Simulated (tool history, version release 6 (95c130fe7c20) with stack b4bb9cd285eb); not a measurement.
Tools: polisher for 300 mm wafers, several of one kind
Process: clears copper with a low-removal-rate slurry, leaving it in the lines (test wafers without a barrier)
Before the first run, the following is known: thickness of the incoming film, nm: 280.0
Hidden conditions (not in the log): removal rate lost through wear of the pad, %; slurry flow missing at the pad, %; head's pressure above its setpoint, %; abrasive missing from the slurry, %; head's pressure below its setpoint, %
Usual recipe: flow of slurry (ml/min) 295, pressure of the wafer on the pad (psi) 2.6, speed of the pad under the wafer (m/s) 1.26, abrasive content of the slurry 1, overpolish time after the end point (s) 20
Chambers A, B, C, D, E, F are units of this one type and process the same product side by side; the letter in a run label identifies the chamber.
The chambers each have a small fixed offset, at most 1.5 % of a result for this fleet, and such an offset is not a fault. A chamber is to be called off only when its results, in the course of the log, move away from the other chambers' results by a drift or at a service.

run     day  flow of slurry (ml/min)  pressure of the wafer on the pad (psi)  speed of the pad under the wafer (m/s)  abrasive content of the slurry  overpolish time after the end point (s)  wafers polished on this pad  hours since the slurry nozzle was cleaned  hours since the head pressure was calibrated  hours since the slurry blender was calibrated  time until the end point was called (s)  dishing of a wide line in a test structure (nm)
      0.058  -- chamber A: worn pad replaced by a new one
      0.304  -- chamber B: slurry blender recalibrated
 1D   0.608                      295                                     2.6                                    1.26                               1                                       20                          441                                      396.5                                         125.5                                          136.5                                   85.907                                           31.744
 2A   0.917                      295                                     2.6                                    1.26                               1                                       20                          137                                      175.7                                         176.8                                          169.5                                   84.779                                           31.446
      1.021  -- chamber F: slurry blender recalibrated
 3F   1.354                      295                                     2.6                                    1.26                               1                                       20                         1060                                       79.6                                          1019                                            8.1                                   81.076                                           30.991
 4C   1.971                      295                                     2.6                                    1.26                               1                                       20                          495                                      349.5                                         977.6                                          135.3                                    86.27                                           31.476
      2.179  -- chamber A: slurry blender recalibrated
 5E   2.483                      295                                     2.6                                    1.26                             0.9                                       20                          628                                      240.7                                         237.6                                          429.7                                   85.217                                           31.174
      2.554  -- chamber C: worn pad replaced by a new one
      2.654  -- chamber E: slurry nozzle cleaned
       2.75  -- chamber E: slurry blender recalibrated
      2.962  -- chamber E: worn pad replaced by a new one
 6B    3.05                      295                                     2.6                                    1.26                             0.9                                       20                          679                                      611.3                                         102.8                                             66                                   87.648                                           31.174
 7E   3.567                      295                                     2.6                                    1.26                             0.9                                       20                           96                                       21.9                                         263.6                                           19.6                                   88.694                                            31.67
      3.679  -- chamber F: worn pad replaced by a new one
 8C   4.133                      295                                     2.6                                    1.26                             0.9                                       20                          252                                      401.4                                        1029.5                                          187.2                                   86.693                                            30.85
      4.142  -- chamber C: slurry blender recalibrated
      4.162  -- chamber D: worn pad replaced by a new one
 9F   4.779                      295                                     2.6                                    1.26                             0.9                                       20                          175                                      161.8                                        1101.2                                           90.3                                   87.041                                            31.25
10D   5.221                      295                                     2.6                                    1.26                             0.9                                       20                          169                                      507.2                                         236.2                                          247.2                                   90.276                                           30.985
11A   5.725                      295                                     2.6                                    1.26                               1                                       20                          905                                      291.1                                         292.2                                           85.2                                   86.145                                           31.626
12B   6.233                      295                                     2.6                                    1.26                             0.7                                       16                         1188                                      687.7                                         179.2                                          142.4                                   93.467                                           26.566
      6.358  -- chamber B: worn pad replaced by a new one
13D     6.7                      295                                     2.6                                    1.26                             0.7                                       16                          405                                      542.7                                         271.7                                          282.7                                   91.002                                           26.655
14E   7.242                      295                                     2.6                                    1.26                             0.7                                       16                          683                                      110.1                                         351.8                                          107.8                                   94.039                                           26.321
      7.358  -- chamber C: worn pad replaced by a new one
      7.562  -- chamber A: worn pad replaced by a new one
        7.6  -- chamber B: slurry nozzle cleaned
      7.642  -- chamber D: slurry blender recalibrated
      7.708  -- chamber E: worn pad replaced by a new one
15F   7.892                      295                                     2.6                                    1.26                             0.7                                       16                          672                                      236.5                                        1175.9                                            165                                   91.795                                           26.486
      7.925  -- chamber F: slurry nozzle cleaned
16C   8.279                      295                                     2.6                                    1.26                             0.7                                       16                          147                                      500.9                                          1129                                           99.4                                   91.568                                           26.315
      8.492  -- chamber F: slurry blender recalibrated
17A   8.921                      295                                     2.6                                    1.26                             0.7                                       16                          217                                      367.8                                         368.9                                          161.9                                    90.63                                           26.522
      9.188  -- chamber C: slurry nozzle cleaned
18B   9.346                      295                                     2.6                                    1.26                               1                                       20                          477                                       41.9                                         253.9                                          217.1                                    84.13                                           31.002
19E   9.629                      295                                     2.6                                    1.26                               1                                       20                          306                                      167.4                                         409.1                                          165.1                                   87.032                                           31.853
      9.754  -- chamber D: worn pad replaced by a new one
20B  10.092                      295                                     2.6                                    1.26                               1                                       20                          596                                       59.8                                         271.8                                            235                                   84.598                                           31.754
21A  10.533                      295                                     2.6                                    1.26                               1                                       20                          474                                      406.5                                         407.6                                          200.6                                   83.523                                           32.282
22F   11.05                      295                                     2.6                                    1.26                               1                                       20                         1177                                         75                                        1251.7                                           61.5                                   83.689                                           31.528
23D  11.488                      295                                     1.8                                    1.26                               1                                       20                          276                                      657.6                                         386.6                                           92.4                                    125.2                                           24.811
     11.854  -- chamber F: worn pad replaced by a new one
24C  12.012                      295                                     1.8                                    1.26                               1                                       20                          743                                       67.8                                        1218.6                                            189                                   128.77                                           24.938
     12.042  -- chamber C: worn pad replaced by a new one
     12.196  -- chamber C: slurry blender recalibrated
      12.35  -- chamber E: worn pad replaced by a new one
25D  12.608                      295                                     1.8                                    1.26                               1                                       20                          455                                      684.5                                         413.5                                          119.3                                   121.72                                           24.879
     12.646  -- chamber A: slurry blender recalibrated
     12.858  -- chamber D: slurry nozzle cleaned
     12.975  -- chamber B: slurry blender recalibrated
26E  13.108                      295                                     1.8                                    1.26                               1                                       20                          121                                      250.9                                         492.6                                          248.6                                   121.79                                           24.281
     13.421  -- chamber E: slurry nozzle cleaned
27B  13.679                      295                                     1.8                                    1.26                               1                                       20                         1169                                      145.9                                         357.9                                           16.9                                   123.37                                           24.672
     13.742  -- chamber B: worn pad replaced by a new one
28C  14.321                      295                                     1.8                                    1.26                               1                                       20                          364                                      123.2                                          1274                                             51                                   123.77                                             25.1
     14.638  -- chamber D: worn pad replaced by a new one
29A  14.808                      295                                     2.6                                    1.26                               1                                       20                         1157                                      509.1                                         510.2                                           51.9                                   86.135                                            31.91
     15.021  -- chamber A: worn pad replaced by a new one
     15.258  -- chamber E: head pressure recalibrated
     15.275  -- chamber A: head pressure recalibrated
30F  15.296                      295                                     2.6                                    1.26                               1                                       20                          549                                      176.9                                        1353.6                                          163.4                                   85.585                                           31.248
31B  15.658                      295                                     2.6                                    1.26                               1                                       20                          306                                      193.4                                         405.4                                           64.4                                   85.473                                            31.82
     15.712  -- chamber F: head pressure recalibrated
     15.929  -- chamber C: worn pad replaced by a new one
     16.046  -- chamber E: worn pad replaced by a new one
32D  16.208                      295                                     2.6                                    1.26                               1                                       20                          251                                       80.5                                         499.9                                          205.7                                   82.405                                           32.018
     16.417  -- chamber F: slurry blender recalibrated
33A  16.625                      295                                     2.6                                    1.26                               1                                       20                          256                                      552.7                                          32.5                                           95.5                                   87.579                                           31.769
34E  17.246                      295                                     2.6                                    1.26                               1                                       20                          191                                       91.9                                          47.8                                          347.9                                   86.889                                           31.589
35C  17.862                      295                                     2.6                                    1.26                               1                                       20                          309                                      208.2                                          1359                                            136                                   83.331                                           31.901
36F  18.262                      295                                     2.6                                    1.44                               1                                       20                         1023                                      248.1                                          61.2                                           44.3                                   73.924                                           33.565
37D  18.608                      295                                     2.6                                    1.44                               1                                       20                          634                                      138.1                                         557.5                                          263.3                                   73.888                                           33.355
38A  19.162                      295                                     2.6                                    1.44                               1                                       20                          661                                      613.6                                          93.4                                          156.4                                   73.405                                           34.353
     19.217  -- chamber F: slurry nozzle cleaned
39F  19.796                      295                                     2.6                                    1.44                               1                                       20                         1268                                       13.9                                            98                                           81.1                                   76.038                                           33.891
40C    20.2                      295                                     2.6                                    1.44                               1                                       20                          682                                      264.3                                        1415.1                                          192.1                                   73.332                                           33.732
     20.379  -- chamber E: slurry blender recalibrated
41E  20.671                      295                                     2.6                                    1.44                               1                                       20                          738                                      174.1                                           130                                            7.1                                   74.291                                           34.171
     20.992  -- chamber B: worn pad replaced by a new one
42B  21.208                      295                                     2.6                                    1.26                               1                                       20                           34                                      326.6                                         538.6                                          197.6                                   83.243                                           30.764

For the next run the whole fleet of 6 chambers uses the same settings. Give each chamber's results:
43A  21.679                      295                                     2.6                                    1.26                               1                                       20                                                                                                                                                                                                             ?                                                ?
43B  21.679                      295                                     2.6                                    1.26                               1                                       20                                                                                                                                                                                                             ?                                                ?
43C  21.679                      295                                     2.6                                    1.26                               1                                       20                                                                                                                                                                                                             ?                                                ?
43D  21.679                      295                                     2.6                                    1.26                               1                                       20                                                                                                                                                                                                             ?                                                ?
43E  21.679                      295                                     2.6                                    1.26                               1                                       20                                                                                                                                                                                                             ?                                                ?
43F  21.679                      295                                     2.6                                    1.26                               1                                       20                                                                                                                                                                                                             ?                                                ?

run  time until the end point was called (s)  dishing of a wide line in a test structure (nm)
43A                                   87.034                                            32.34
43B                                   86.199                                           31.679
43C                                   84.622                                           31.146
43D                                   88.668                                           31.555
43E                                   81.286                                           31.392
43F                                   85.152                                            31.41
